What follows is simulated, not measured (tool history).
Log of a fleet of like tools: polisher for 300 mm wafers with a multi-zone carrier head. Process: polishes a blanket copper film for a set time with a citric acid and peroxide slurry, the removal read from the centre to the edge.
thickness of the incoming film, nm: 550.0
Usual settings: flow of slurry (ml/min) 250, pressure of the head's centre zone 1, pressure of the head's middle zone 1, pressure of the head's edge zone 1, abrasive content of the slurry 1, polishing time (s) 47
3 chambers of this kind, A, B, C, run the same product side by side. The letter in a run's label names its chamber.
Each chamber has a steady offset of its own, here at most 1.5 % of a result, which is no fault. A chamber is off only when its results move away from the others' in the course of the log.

run	day	flow of slurry (ml/min)	pressure of the head's centre zone	pressure of the head's middle zone	pressure of the head's edge zone	abrasive content of the slurry	polishing time (s)	wafers polished on this pad	hours since the slurry nozzle was cleaned	hours since the centre zone pressure was calibrated	hours since the edge zone pressure was calibrated	film removed at the wafer's centre (nm)	film removed at mid-radius (nm)	film removed at the wafer's edge (nm)
1C	0.267	250	1	1	1	1	47	870	111.3	13	562.1	117.86	118.99	117.49
2B	0.408	250	1	1	1	1	47	791	264.2	697.3	411.3	119.33	117.52	119.43
# day 0.629: chamber C: worn pad replaced by a new one
3A	0.633	250	1	1	1	1	47	388	417.5	657.8	378.2	118.44	118.42	121.54
4A	0.767	250	1	1	1	1	47	417	420.7	661	381.4	119.09	120.16	120.38
# day 0.829: chamber A: slurry nozzle cleaned
5C	1.038	250	1	1	1	1	47	89	129.8	31.5	580.6	119.73	117.37	116.83
6B	1.288	250	1	1	1	1	47	983	285.3	718.4	432.4	119.66	120.37	116.36
7B	1.471	250	0.94	1	1	1	53	1023	289.7	722.8	436.8	126.24	135.23	134.31
8A	1.675	250	0.94	1	1	1	53	615	20.3	682.8	403.2	126.46	132.69	134.54
# day 1.7: chamber B: worn pad replaced by a new one
9C	1.904	250	0.94	1	1	1	53	278	150.6	52.3	601.4	124.33	133.89	133.06
10B	2.15	250	1	1	1	1	47	98	306	739.1	453.1	119.23	118.48	117.7
11A	2.404	250	1	1	1	1	47	774	37.8	700.3	420.7	118.46	118.55	119.53
12C	2.708	250	1	1	1	1	47	453	169.9	71.6	620.7	118.56	118.8	117.25
13C	2.917	250	1	1	1	1	47	499	174.9	76.6	625.7	119.34	118.93	117.18
14B	3.108	250	1	1	1	1	47	307	329	762.1	476.1	117.61	117.81	118.32
# day 3.125: chamber A: centre zone pressure recalibrated
15A	3.25	250	1	1	1	1	47	959	58.1	3.1	441	109.06	120.38	118.1
# day 3.383: chamber A: worn pad replaced by a new one
16B	3.488	250	1	1	1	1	47	390	338.1	771.2	485.2	117.31	118.75	118.85
17C	3.638	250	1	1	1	1	47	656	192.2	93.9	643	117.75	117.87	117.72
18A	3.817	250	1	1	1	1	47	95	71.7	16.7	454.6	109.48	118.12	119.65
# day 4.004: chamber B: centre zone pressure recalibrated
19A	4.008	250	1	1	1	1	47	136	76.3	21.3	459.2	109.03	119.02	117.61
20C	4.212	250	1	1	1	1	47	782	206	107.7	656.8	118.41	119.48	118.79
21B	4.383	250	1	1	1	1	47	586	359.6	9.2	506.7	118.24	119.33	118.61
22B	4.538	250	1	1	1	1	47	619	363.3	12.9	510.4	120.23	119.72	118.5
23A	4.788	250	1	1	1	1	47	306	95	40	477.9	109.85	119.18	120.64
24C	5.062	250	1	1	1	1	47	967	226.4	128.1	677.2	118.75	118.35	117.02
25A	5.367	210	1	1	1	0.85	47	433	108.9	53.9	491.8	103.98	112.47	113.45
# day 5.508: chamber C: worn pad replaced by a new one
26C	5.621	210	1	1	1	0.85	47	25	239.8	141.5	690.6	111.91	113.43	112.34

Is one chamber off against the others, does the gauge drift, or is nothing wrong? If a chamber is off, say which, and what the likeliest cause is.

A service left chamber A off against the others.
Cause: centre zone's pressure below its setpoint, % = 7.41.

Here are 4 candidates for chamber A's next run, each the usual settings with a change, their results left as question marks. Which one brings its results back in line with what the others give on the usual settings?
In line means no further than this from the other chambers' mean on the usual settings: film removed at the wafer's centre (nm) 3.4; film removed at mid-radius (nm) 3.1; film removed at the wafer's edge (nm) 3
27A-1	5.838	255	1.07	0.99	0.97	1	47					?	?	?
27A-2	5.838	245	0.93	1.01	1.03	1	47					?	?	?
27A-3	5.838	250	0.97	1	1.01	1	47					?	?	?
27A-4	5.838	250	1.03	1	0.99	1	47					?	?	?

The other chambers' mean on the usual settings: film removed at the wafer's centre (nm) 118.47; film removed at mid-radius (nm) 119.16; film removed at the wafer's edge (nm) 118.04
run	film removed at the wafer's centre (nm)	film removed at mid-radius (nm)	film removed at the wafer's edge (nm)
27A-1	118.05	118.76	117.1
27A-2	100.6	120.48	120.41
27A-3	105.69	119.64	119.39
27A-4	112.93	119.61	118.14
27A-1 brings the chamber back in line.
